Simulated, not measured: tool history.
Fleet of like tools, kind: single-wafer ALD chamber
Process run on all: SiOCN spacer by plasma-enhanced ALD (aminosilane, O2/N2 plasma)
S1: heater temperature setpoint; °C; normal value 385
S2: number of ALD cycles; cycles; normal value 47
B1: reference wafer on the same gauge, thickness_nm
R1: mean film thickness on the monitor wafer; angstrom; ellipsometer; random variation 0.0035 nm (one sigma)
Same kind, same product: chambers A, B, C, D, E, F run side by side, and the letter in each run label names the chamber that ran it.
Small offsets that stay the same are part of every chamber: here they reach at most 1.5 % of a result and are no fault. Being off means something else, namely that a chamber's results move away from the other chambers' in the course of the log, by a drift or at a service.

Run 1B, day 0.308: usual settings; B1 3.02. Result: R1 28.129 angstrom.
Run 2E, day 0.592: usual settings; B1 3.0186. Result: R1 28.499 angstrom.
Run 3D, day 0.925: usual settings; B1 3.0195. Result: R1 28.43 angstrom.
Run 4F, day 1.192: usual settings; B1 3.0188. Result: R1 28.169 angstrom.
Run 5A, day 1.408: usual settings but S1 394 °C, S2 42 cycles; B1 3.0177. Result: R1 25.324 angstrom.
Run 6C, day 1.583: usual settings but S1 394 °C, S2 42 cycles; B1 3.0174. Result: R1 24.952 angstrom.
Run 7D, day 1.817: usual settings but S1 394 °C, S2 42 cycles; B1 3.0186. Result: R1 25.395 angstrom.
Run 8A, day 2.146: usual settings but S1 394 °C, S2 42 cycles; B1 3.0174. Result: R1 25.372 angstrom.
Run 9F, day 2.342: usual settings but S1 394 °C, S2 42 cycles; B1 3.0168. Result: R1 25.138 angstrom.
Run 10B, day 2.508: usual settings but S1 394 °C, S2 42 cycles; B1 3.0163. Result: R1 25.129 angstrom.
Run 11C, day 2.838: usual settings but S1 372 °C, S2 41 cycles; B1 3.0157. Result: R1 24.326 angstrom.
Run 12E, day 3.188: usual settings but S1 372 °C, S2 41 cycles; B1 3.0158. Result: R1 24.772 angstrom.
Run 13E, day 3.362: usual settings but S1 372 °C, S2 41 cycles; B1 3.0153. Result: R1 24.892 angstrom.
Run 14C, day 3.567: usual settings but S1 372 °C, S2 41 cycles; B1 3.0147. Result: R1 24.398 angstrom.
Run 15A, day 3.796: usual settings but S1 372 °C, S2 41 cycles; B1 3.015. Result: R1 24.72 angstrom.
Run 16B, day 4.121: usual settings but S1 372 °C, S2 41 cycles; B1 3.0143. Result: R1 24.495 angstrom.
Run 17D, day 4.454: usual settings; B1 3.0134. Result: R1 28.383 angstrom.
At day 4.642: chamber F: thermocouple changed; heater temperature recalibrated.
Run 18F, day 4.696: usual settings; B1 3.0135. Result: R1 28.121 angstrom.
Run 19D, day 4.892: usual settings; B1 3.0135. Result: R1 28.373 angstrom.
Run 20F, day 5.088: usual settings; B1 3.0128. Result: R1 28.081 angstrom.
Run 21E, day 5.271: usual settings but S1 398 °C; B1 3.0122. Result: R1 28.387 angstrom.
Run 22B, day 5.6: usual settings but S1 398 °C; B1 3.0138. Result: R1 28.094 angstrom.
Run 23C, day 5.9: usual settings but S1 398 °C; B1 3.0112. Result: R1 27.898 angstrom.
Run 24A, day 6.162: usual settings but S1 398 °C; B1 3.012. Result: R1 28.339 angstrom.
Run 25E, day 6.338: usual settings but S1 398 °C; B1 3.0109. Result: R1 28.392 angstrom.
Run 26D, day 6.646: usual settings but S1 398 °C; B1 3.0117. Result: R1 28.339 angstrom.
Run 27A, day 6.892: usual settings; B1 3.0106. Result: R1 28.251 angstrom.
Run 28F, day 7.229: usual settings but S1 396 °C, S2 53 cycles; B1 3.0103. Result: R1 31.629 angstrom.
Run 29B, day 7.554: usual settings but S1 396 °C, S2 53 cycles; B1 3.0101. Result: R1 31.671 angstrom.
Run 30C, day 7.746: usual settings but S1 396 °C, S2 53 cycles; B1 3.0099. Result: R1 31.458 angstrom.
Run 31C, day 8.092: usual settings but S1 396 °C, S2 53 cycles; B1 3.0088. Result: R1 31.43 angstrom.
Run 32B, day 8.325: usual settings but S1 396 °C, S2 53 cycles; B1 3.0088. Result: R1 31.67 angstrom.
Run 33F, day 8.575: usual settings but S1 396 °C, S2 53 cycles; B1 3.0084. Result: R1 31.667 angstrom.
Run 34A, day 8.754: usual settings; B1 3.0081. Result: R1 28.263 angstrom.
Run 35D, day 8.983: usual settings; B1 3.0066. Result: R1 28.317 angstrom.
Run 36E, day 9.283: usual settings but S1 396 °C, S2 53 cycles; B1 3.0072. Result: R1 32.016 angstrom.
Run 37D, day 9.6: usual settings but S1 396 °C, S2 53 cycles; B1 3.0065. Result: R1 31.871 angstrom.
Run 38A, day 9.942: usual settings but S1 396 °C, S2 53 cycles; B1 3.0069. Result: R1 31.942 angstrom.
Run 39B, day 10.262: usual settings but S1 396 °C, S2 53 cycles; B1 3.0059. Result: R1 31.618 angstrom.
Run 40F, day 10.508: usual settings but S1 396 °C, S2 53 cycles; B1 3.0053. Result: R1 31.625 angstrom.
Run 41E, day 10.771: usual settings but S1 396 °C, S2 53 cycles; B1 3.0068. Result: R1 31.935 angstrom.
Run 42C, day 10.958: usual settings; B1 3.0068. Result: R1 27.833 angstrom.

Does one chamber stand apart from the rest, does the shared gauge drift, or is all well apart from small per-chamber offsets? Give the chamber and the most likely cause, where there is one.

It is the gauge, not a chamber: its drift shows up in every chamber's results at once, and no chamber is off.
Likeliest cause: gauge reads low (%) = 0.501.
